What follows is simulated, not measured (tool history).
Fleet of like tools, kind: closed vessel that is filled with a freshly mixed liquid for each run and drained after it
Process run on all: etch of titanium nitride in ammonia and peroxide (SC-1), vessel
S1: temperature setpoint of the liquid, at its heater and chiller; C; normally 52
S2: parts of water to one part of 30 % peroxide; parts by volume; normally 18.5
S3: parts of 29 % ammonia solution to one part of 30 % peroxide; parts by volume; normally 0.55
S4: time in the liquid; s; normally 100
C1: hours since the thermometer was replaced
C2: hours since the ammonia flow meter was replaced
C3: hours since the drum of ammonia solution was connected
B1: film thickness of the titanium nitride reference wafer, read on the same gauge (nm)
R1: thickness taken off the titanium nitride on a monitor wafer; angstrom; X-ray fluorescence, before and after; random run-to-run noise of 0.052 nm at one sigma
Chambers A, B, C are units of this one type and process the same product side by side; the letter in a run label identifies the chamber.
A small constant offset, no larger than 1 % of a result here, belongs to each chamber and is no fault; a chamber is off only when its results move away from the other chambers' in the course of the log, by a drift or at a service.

run	hour	S1	S2	S3	S4	C1	C2	C3	B1	R1
1A	3.4	52	18.5	0.55	100	620.3	264.7	161.7	40.003	63.508
2C	8.6	52	18.5	0.55	100	820	1541.1	312.7	39.991	64.049
3B	14	52	18.5	0.55	100	2443.3	709.5	77.1	39.998	63.518
4B	17.7	52	18.5	0.55	100	2447	713.2	80.8	39.995	63.944
5A	23.2	52	18.5	0.55	100	640.1	284.5	181.5	40.018	63.726
6C	26	52	18.5	0.55	100	837.4	1558.5	330.1	40.007	64.421
# hour 26.2: chamber B: ammonia flow meter replaced
7A	30.7	52	18.5	0.4	70	647.6	292	189	40.004	41.468
8C	35.5	52	18.5	0.4	70	846.9	1568	339.6	40.005	42.161
9B	41.7	52	18.5	0.4	70	2471	15.6	104.8	39.975	42.239
10C	47.6	52	18.5	0.55	100	859	1580.1	351.7	40.004	63.986
11B	52	52	18.5	0.55	100	2481.3	25.9	115.1	40.008	64.718
12A	56.6	52	18.5	0.55	100	673.5	317.9	214.9	39.978	63.606
13C	62	52	18.5	0.55	100	873.4	1594.5	366.1	39.983	64.762
14A	65.2	52	18.5	0.55	100	682.1	326.5	223.5	40.004	63.565
15B	70.1	52	18.5	0.55	40	2499.4	44	133.2	40.018	25.674
16A	73.5	52	18.5	0.55	40	690.4	334.8	231.8	40.017	25.611
17B	77.7	52	18.5	0.55	40	2507	51.6	140.8	40.004	25.809
18C	83.6	52	18.5	0.55	100	895	1616.1	387.7	40.002	65.013
19B	88.5	52	24	0.55	100	2517.8	62.4	151.6	39.988	55.604
20C	93	52	24	0.55	100	904.4	1625.5	397.1	39.999	56.025
21A	99.2	52	24	0.55	100	716.1	360.5	257.5	40.008	57.149
22A	103	52	18.5	0.55	100	719.9	364.3	261.3	39.988	66.031
23C	107.8	52	18.5	0.55	100	919.2	1640.3	411.9	40.003	64.195
24B	113	52	18.5	0.55	100	2542.3	86.9	176.1	40.002	63.568
25C	118.2	52	18.5	0.55	100	929.6	1650.7	422.3	40.017	65.008
26A	123.8	52	18.5	0.55	100	740.7	385.1	282.1	39.979	67.548
27B	129.2	52	18.5	0.55	100	2558.5	103.1	192.3	39.99	64.15
28C	134.8	52	18.5	0.55	100	946.2	1667.3	438.9	40.002	63.681
29B	138.7	52	18.5	0.55	100	2568	112.6	201.8	40.006	63.65
30A	144.6	52	18.5	0.55	100	761.5	405.9	302.9	40.016	68.513
31C	149.9	52	18.5	0.55	100	961.3	1682.4	454	40.008	65.376
32A	153	52	18.5	0.55	100	769.9	414.3	311.3	40.005	69.613
33B	156.7	52	18.5	0.55	100	2586	130.6	219.8	40.006	64.037
34A	161.4	52	18.5	0.55	100	778.3	422.7	319.7	39.99	69.998
35C	165.7	52	18.5	0.55	100	977.1	1698.2	469.8	40.014	63.069
36B	169.3	52	18.5	0.65	100	2598.6	143.2	232.4	39.979	66.478
37B	173.1	52	18.5	0.65	100	2602.4	147	236.2	40.007	65.396

One chamber off, gauge drift, or nothing amiss beyond the chambers' own small offsets? If it is a chamber, which one, and what is the likeliest cause?

One chamber, A, drifts off from the rest bit by bit.
Cause: liquid hotter than its thermometer reads (K) = 1.68.

Chamber A could run next with any of the 4 candidate recipes listed below; each alters the usual settings, and their results appear as question marks. Which one brings its results back in line with what the other chambers deliver on the usual settings?
A result is in line if it is within this distance of the other chambers' mean on the usual settings: R1 1.8 angstrom
38A-1	177.6	52.5	18	0.55	105					?
38A-2	177.6	53.5	18	0.55	105					?
38A-3	177.6	50	19	0.55	100					?
38A-4	177.6	51.5	19	0.55	95					?

What the other chambers average on the usual settings: R1 64.4 angstrom
run	R1
38A-1	78.165
38A-2	83.753
38A-3	60.737
38A-4	64.09
38A-4 is the one that brings the chamber's results back in line with the other chambers.
